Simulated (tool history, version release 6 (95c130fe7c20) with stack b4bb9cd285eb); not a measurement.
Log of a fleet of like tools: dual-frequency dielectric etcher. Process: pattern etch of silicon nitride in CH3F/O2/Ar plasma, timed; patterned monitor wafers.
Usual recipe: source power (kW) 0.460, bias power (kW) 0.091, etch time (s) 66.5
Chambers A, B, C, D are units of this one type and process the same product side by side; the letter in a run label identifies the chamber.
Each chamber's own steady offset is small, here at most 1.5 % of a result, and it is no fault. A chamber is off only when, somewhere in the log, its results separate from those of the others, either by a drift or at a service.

run	hour	source power (kW)	bias power (kW)	etch time (s)	read-back reference wafer on the same gauge, depth_nm	mean etch depth across the wafer (nm)
1B	6.4	0.460	0.091	66.5	46.897	53.365
2A	11.8	0.460	0.091	66.5	46.859	53.989
3C	18.7	0.460	0.091	66.5	46.844	53.320
4D	21.9	0.460	0.091	66.5	46.870	52.971
5C	25.6	0.460	0.091	66.5	46.832	53.379
6B	28.9	0.460	0.091	66.5	46.829	53.263
7A	34.1	0.460	0.091	66.5	46.841	53.741
8D	40.9	0.460	0.091	66.5	46.802	52.978
9C	46.4	0.460	0.091	66.5	46.808	53.259
# hour 47.3: chamber B: bias power generator calibrated
10D	50.2	0.460	0.091	66.5	46.785	52.860
# hour 55.3: chamber B: wet clean of the chamber
11A	56.7	0.460	0.091	66.5	46.783	53.853
12B	63.6	0.460	0.091	66.5	46.767	53.145
13A	70.5	0.460	0.091	66.5	46.728	53.701
14B	73.9	0.460	0.091	66.5	46.719	53.228
15D	77.4	0.460	0.091	66.5	46.708	52.804
16C	81.5	0.460	0.091	66.5	46.687	53.348
17C	86.2	0.460	0.091	66.5	46.689	53.078
18A	91.0	0.460	0.091	66.5	46.673	53.911
19D	97.1	0.460	0.091	66.5	46.672	52.626
20B	101.5	0.460	0.091	66.5	46.647	53.042
21D	106.5	0.460	0.072	66.5	46.664	48.463
22B	110.4	0.460	0.072	66.5	46.640	48.964
23C	116.5	0.460	0.072	66.5	46.626	48.902
24A	122.8	0.460	0.072	66.5	46.583	49.422
25B	128.8	0.460	0.091	66.5	46.601	53.094
26A	133.7	0.460	0.091	66.5	46.590	53.718

Does one chamber stand apart from the rest, does the shared gauge drift, or is all well apart from small per-chamber offsets? Give the chamber and the most likely cause, where there is one.

The shared gauge is drifting. All chambers look as if they move in step, but none is off.
What lies behind it: gauge reads low (%) = 0.71.
